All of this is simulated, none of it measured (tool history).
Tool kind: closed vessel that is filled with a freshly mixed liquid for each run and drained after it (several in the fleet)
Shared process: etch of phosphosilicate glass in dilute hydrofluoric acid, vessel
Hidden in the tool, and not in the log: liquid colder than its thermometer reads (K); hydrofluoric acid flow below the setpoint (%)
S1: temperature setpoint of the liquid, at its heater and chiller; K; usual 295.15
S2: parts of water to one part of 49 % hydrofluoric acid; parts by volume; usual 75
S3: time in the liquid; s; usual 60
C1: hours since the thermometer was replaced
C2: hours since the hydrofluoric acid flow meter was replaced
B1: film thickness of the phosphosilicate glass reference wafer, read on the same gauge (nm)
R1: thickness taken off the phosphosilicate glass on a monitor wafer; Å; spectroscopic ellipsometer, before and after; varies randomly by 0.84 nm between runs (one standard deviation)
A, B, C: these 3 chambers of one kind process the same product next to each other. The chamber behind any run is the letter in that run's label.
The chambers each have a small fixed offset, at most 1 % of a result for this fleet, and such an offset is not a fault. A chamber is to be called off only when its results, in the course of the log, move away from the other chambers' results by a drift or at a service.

run	hour	S1	S2	S3	C1	C2	B1	R1
1B	13.8	295.15	75	60	293.7	585.9	79.998	951.03
2C	25.6	295.15	75	60	2199.9	1746.3	80.019	959.1
3A	32.7	295.15	75	60	183.9	642.5	79.968	955.44
4C	46.4	295.15	75	60	2220.7	1767.1	80	943.82
5A	53.5	295.15	75	60	204.7	663.3	80.003	949.7
6B	68.4	295.15	75	60	348.3	640.5	79.99	916.36
7B	82.8	295.15	75	60	362.7	654.9	79.983	921.1
8C	97.8	295.15	75	60	2272.1	1818.5	80.03	930.46
9A	106.6	295.15	75	60	257.8	716.4	79.966	946.07
10A	114.9	295.15	75	60	266.1	724.7	80.048	943.43
11B	127.8	295.15	75	60	407.7	699.9	79.991	927.41
12C	136.8	295.15	75	60	2311.1	1857.5	80.019	940.61
13B	143.8	295.15	75	60	423.7	715.9	79.934	913.12
14A	151.3	295.15	75	60	302.5	761.1	80.036	970.09
15C	163.3	295.15	75	60	2337.6	1884	79.988	948.96
16C	170.3	295.15	75	60	2344.6	1891	79.983	940.75
17A	179.8	295.15	75	60	331	789.6	80.022	948.33
18B	190.7	295.15	75	60	470.6	762.8	80.027	897.24
19C	203.5	295.15	75	60	2377.8	1924.2	80.034	941.5
20B	212	295.15	40	60	491.9	784.1	80.015	1744.4
21A	218.7	295.15	40	60	369.9	828.5	79.998	1821.5
22B	231	295.15	40	60	510.9	803.1	80.036	1714.9
23C	245.8	295.15	75	60	2420.1	1966.5	79.972	930.27
24A	254.3	295.15	75	60	405.5	864.1	79.966	945.58

Next, every chamber runs the same settings. What will each give?
25A	265.1	297.15	75	60				?
25B	265.1	297.15	75	60				?
25C	265.1	297.15	75	60				?

run	R1
25A	1033.7
25B	957.13
25C	1020.6

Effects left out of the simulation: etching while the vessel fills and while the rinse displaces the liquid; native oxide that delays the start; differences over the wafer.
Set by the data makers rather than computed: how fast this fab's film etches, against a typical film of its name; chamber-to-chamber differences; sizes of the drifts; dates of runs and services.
